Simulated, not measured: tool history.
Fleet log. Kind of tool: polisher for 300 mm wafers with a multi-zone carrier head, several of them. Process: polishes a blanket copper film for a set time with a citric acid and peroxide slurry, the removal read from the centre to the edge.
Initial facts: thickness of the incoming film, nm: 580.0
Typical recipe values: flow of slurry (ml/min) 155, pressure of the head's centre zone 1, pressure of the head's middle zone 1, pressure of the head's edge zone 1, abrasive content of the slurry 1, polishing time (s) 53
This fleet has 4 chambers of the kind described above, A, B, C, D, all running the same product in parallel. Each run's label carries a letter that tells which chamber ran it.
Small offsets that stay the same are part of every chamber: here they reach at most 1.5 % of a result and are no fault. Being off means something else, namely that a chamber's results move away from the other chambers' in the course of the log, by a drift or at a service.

run	hour	flow of slurry (ml/min)	pressure of the head's centre zone	pressure of the head's middle zone	pressure of the head's edge zone	abrasive content of the slurry	polishing time (s)	wafers polished on this pad	hours since the slurry nozzle was cleaned	hours since the centre zone pressure was calibrated	hours since the edge zone pressure was calibrated	film removed at the wafer's centre (Å)	film removed at mid-radius (Å)	film removed at the wafer's edge (Å)
# hour 5.4: chamber C: worn pad replaced by a new one
# hour 8.6: chamber A: worn pad replaced by a new one
1A	10.8	155	1	1	1	1	53	14	209.1	246.8	154.9	1748.3	1722.8	1683.7
2B	19.3	155	1	1	1	1	53	683	323.5	194.3	298	1721.9	1712.5	1690.7
3D	27.3	155	1	1	1	1	53	406	268	273.1	739.2	1727.8	1730.8	1719.7
# hour 38.8: chamber B: slurry nozzle cleaned
4C	42.8	155	1	1	1	1	53	235	117.8	100.2	126.3	1714.3	1700.3	1756.3
5B	55.7	155	1	1	1	1	53	912	16.9	230.7	334.4	1736.1	1729.7	1708.4
6C	63.9	155	1	1	1	1	53	367	138.9	121.3	147.4	1726.5	1648.4	1762.5
7D	74	115	1	1	1	1	53	699	314.7	319.8	785.9	1590.9	1637	1664.1
8A	87.8	115	1	1	1	1	53	498	286.1	323.8	231.9	1659.3	1612.2	1639.8
9C	97.1	115	1	1	1	1	53	576	172.1	154.5	180.6	1555.7	1583.2	1667.3
# hour 103.2: chamber B: edge zone pressure recalibrated
10B	111	115	1	1	1	1	53	1259	72.2	286	7.8	1628.1	1595.6	1631.1
# hour 117.1: chamber C: worn pad replaced by a new one
11A	123.4	155	1	1	1	1	53	722	321.7	359.4	267.5	1748.1	1719	1710.3
# hour 125.8: chamber A: centre zone pressure recalibrated
# hour 126: chamber D: centre zone pressure recalibrated
# hour 127.1: chamber A: worn pad replaced by a new one
12D	133.6	155	1	1	1	1	53	1074	374.3	7.7	845.5	1752.9	1751.8	1756.6
13C	142.6	155	1	1	1	1	53	160	217.6	200	226.1	1665.1	1671.2	1730.9
14B	151.4	155	1	1	1	1	53	1513	112.6	326.4	48.2	1754.9	1724.1	1702.5
15D	162	155	1	1	1	1	53	1252	402.7	36.1	873.9	1711	1707.2	1728.2
# hour 163.8: chamber B: worn pad replaced by a new one
16A	175.5	155	1	1	1	1	53	304	373.8	49.7	319.6	1755	1706	1720.2
17B	191.2	155	1	1	1	1	53	172	152.4	366.2	88	1740.4	1714.7	1695.5
# hour 196.8: chamber D: slurry nozzle cleaned
18D	202.9	155	1	1	1	1	53	1510	6.1	77	914.8	1701.3	1743.9	1710.9
19A	216	155	1	1	1	1	53	558	414.3	90.2	360.1	1738.4	1759.5	1716.2
# hour 216.9: chamber C: worn pad replaced by a new one
# hour 223.3: chamber A: slurry nozzle cleaned
20C	226.3	155	1	1	1	1	53	59	301.3	283.7	309.8	1751.9	1709.5	1749.6
21B	236.9	155	1	1	1	1	53	459	198.1	411.9	133.7	1781	1761.7	1722.5
22A	251.5	155	1	1	1	1	53	782	28.3	125.7	395.6	1744.2	1670.9	1716.6
# hour 256.3: chamber B: centre zone pressure recalibrated
23C	261.8	155	1	1	1	1	53	282	336.8	319.2	345.3	1705	1711.8	1728.5
# hour 269.2: chamber A: worn pad replaced by a new one
24D	274.6	155	1	1	1	1	53	1960	77.8	148.7	986.5	1650.8	1633.2	1675.2
# hour 285.2: chamber A: edge zone pressure recalibrated
25A	285.3	155	1	1	1	1	53	101	62.1	159.5	0.1	1737.7	1771.9	1702.9
26B	297.1	155	1	1	1	1	53	838	258.3	40.9	193.9	1726.8	1727	1709
27C	307.7	155	1	1	1	1	53	571	382.7	365.1	391.2	1687.8	1733.3	1767
28D	317.6	155	1	1	1.05	1	53	2231	120.8	191.7	1029.5	1603.6	1620.6	1687.9
# hour 323.5: chamber C: centre zone pressure recalibrated
# hour 324.2: chamber C: worn pad replaced by a new one
29B	325.6	155	1	1	1.05	1	53	1017	286.8	69.4	222.4	1759.1	1724.3	1760.2
30A	339.3	155	1	1	1.05	1	53	441	116.1	213.5	54.1	1801.1	1746.7	1749.6
31D	352.3	155	1	1	1.05	1	53	2449	155.5	226.4	1064.2	1604.9	1626.2	1643.2
32C	362.9	155	1	1	1	1	53	243	437.9	39.4	446.4	1678.3	1700.8	1735
33D	374.9	155	1	1	1	1	53	2591	178.1	249	1086.8	1617.8	1585.4	1599.5
34A	385.3	155	1	1	1	1	53	730	162.1	259.5	100.1	1739.2	1731.8	1701.8
# hour 395: chamber C: slurry nozzle cleaned
35B	397.6	155	1	1	1	1	53	1470	358.8	141.4	294.4	1706.8	1758.9	1714.5
36C	407.9	155	1	1	1	1	53	526	13	84.4	491.4	1709.9	1717.3	1739.7
37B	415.3	155	1	1	1	1	53	1581	376.5	159.1	312.1	1731.9	1758.3	1719.3

Next, every chamber runs the same settings. What will each give?
38A	426.8	175	1	1	1	1	53					?	?	?
38B	426.8	175	1	1	1	1	53					?	?	?
38C	426.8	175	1	1	1	1	53					?	?	?
38D	426.8	175	1	1	1	1	53					?	?	?

run	film removed at the wafer's centre (Å)	film removed at mid-radius (Å)	film removed at the wafer's edge (Å)
38A	1780.8	1734.5	1737
38B	1782.9	1748.6	1736.6
38C	1768.1	1685.7	1766.8
38D	1598.8	1607.7	1571.6

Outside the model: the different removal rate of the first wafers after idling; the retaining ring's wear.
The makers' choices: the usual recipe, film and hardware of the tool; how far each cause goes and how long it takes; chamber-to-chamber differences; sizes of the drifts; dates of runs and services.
